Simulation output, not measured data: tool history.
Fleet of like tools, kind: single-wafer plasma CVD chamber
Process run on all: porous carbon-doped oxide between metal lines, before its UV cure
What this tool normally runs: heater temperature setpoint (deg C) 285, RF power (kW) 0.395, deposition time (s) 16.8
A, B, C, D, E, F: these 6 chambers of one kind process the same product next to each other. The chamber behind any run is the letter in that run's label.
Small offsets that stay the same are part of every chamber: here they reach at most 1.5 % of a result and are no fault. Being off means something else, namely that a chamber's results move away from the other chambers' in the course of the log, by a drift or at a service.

run	hour	heater temperature setpoint (deg C)	RF power (kW)	deposition time (s)	read-back reference wafer on the same gauge, thickness_nm	mean film thickness on the monitor wafer (angstrom)
1C	6.6	285	0.395	16.8	84.039	844.23
# hour 8.7: chamber A: RF generator calibrated
2F	15.3	285	0.395	16.8	84.017	849.34
3A	22.9	285	0.395	16.8	83.987	864.54
4B	33	285	0.395	16.8	84.001	839.7
5E	38.7	285	0.395	19.5	84.047	985.08
6D	47.6	285	0.395	19.5	83.982	976.24
7C	56.6	285	0.395	19.5	84.001	973.71
8D	65.7	285	0.395	19.5	83.972	975.08
9F	72.6	285	0.395	19.5	83.954	980.98
10A	82.8	285	0.395	19.5	83.982	996.07
11B	92.5	285	0.395	16.8	83.984	847.86
12E	101	285	0.395	16.8	83.964	853.74
13A	108.1	291	0.425	16.8	84.004	879.2
14B	114.7	291	0.425	16.8	84.025	858.69
15D	125.2	291	0.425	16.8	83.964	863.79
16F	132	291	0.425	16.8	83.954	866.84
17E	139.4	291	0.425	16.8	84.001	867.94
18C	148.6	291	0.425	16.8	84.036	867.12
19C	158.3	285	0.395	16.8	84.01	847.47
20D	165	285	0.395	16.8	83.947	841.45
21A	170.4	285	0.395	16.8	83.966	865.12
22E	180.8	285	0.395	16.8	84.011	847.18
23F	188.8	285	0.395	16.8	84.011	851.89
# hour 193.5: chamber D: thermocouple changed; heater temperature recalibrated
24B	198.9	285	0.395	16.8	84.045	839.18
25D	203.6	285	0.395	16.8	83.984	813.77
26B	211.6	285	0.395	16.8	83.974	845.12
27A	221.2	285	0.395	16.8	84.031	865.21
28E	231.4	285	0.395	16.8	83.963	851.13
29F	238.2	285	0.395	16.8	84.016	851.98
30C	247.5	285	0.395	16.8	83.982	847.46
31E	254.4	285	0.395	16.8	84.002	850.11
32F	262.7	285	0.395	16.8	84.036	847.46
33D	269.8	285	0.395	16.8	84.045	819.01
34B	274.9	285	0.395	16.8	84.008	846.41
35C	283.6	295	0.335	16.8	84.018	698.03
36A	289.2	295	0.335	16.8	83.987	708.38
37D	296	295	0.335	16.8	84.008	673.21
38A	301.8	295	0.335	16.8	84.017	711.52

Next, all 6 chambers run the settings below, one line each with question marks for the results. What does each chamber give?
39A	309.4	291	0.395	16.8		?
39B	309.4	291	0.395	16.8		?
39C	309.4	291	0.395	16.8		?
39D	309.4	291	0.395	16.8		?
39E	309.4	291	0.395	16.8		?
39F	309.4	291	0.395	16.8		?

run	mean film thickness on the monitor wafer (angstrom)
39A	830.44
39B	810.89
39C	816.71
39D	788.7
39E	818.68
39F	821.2

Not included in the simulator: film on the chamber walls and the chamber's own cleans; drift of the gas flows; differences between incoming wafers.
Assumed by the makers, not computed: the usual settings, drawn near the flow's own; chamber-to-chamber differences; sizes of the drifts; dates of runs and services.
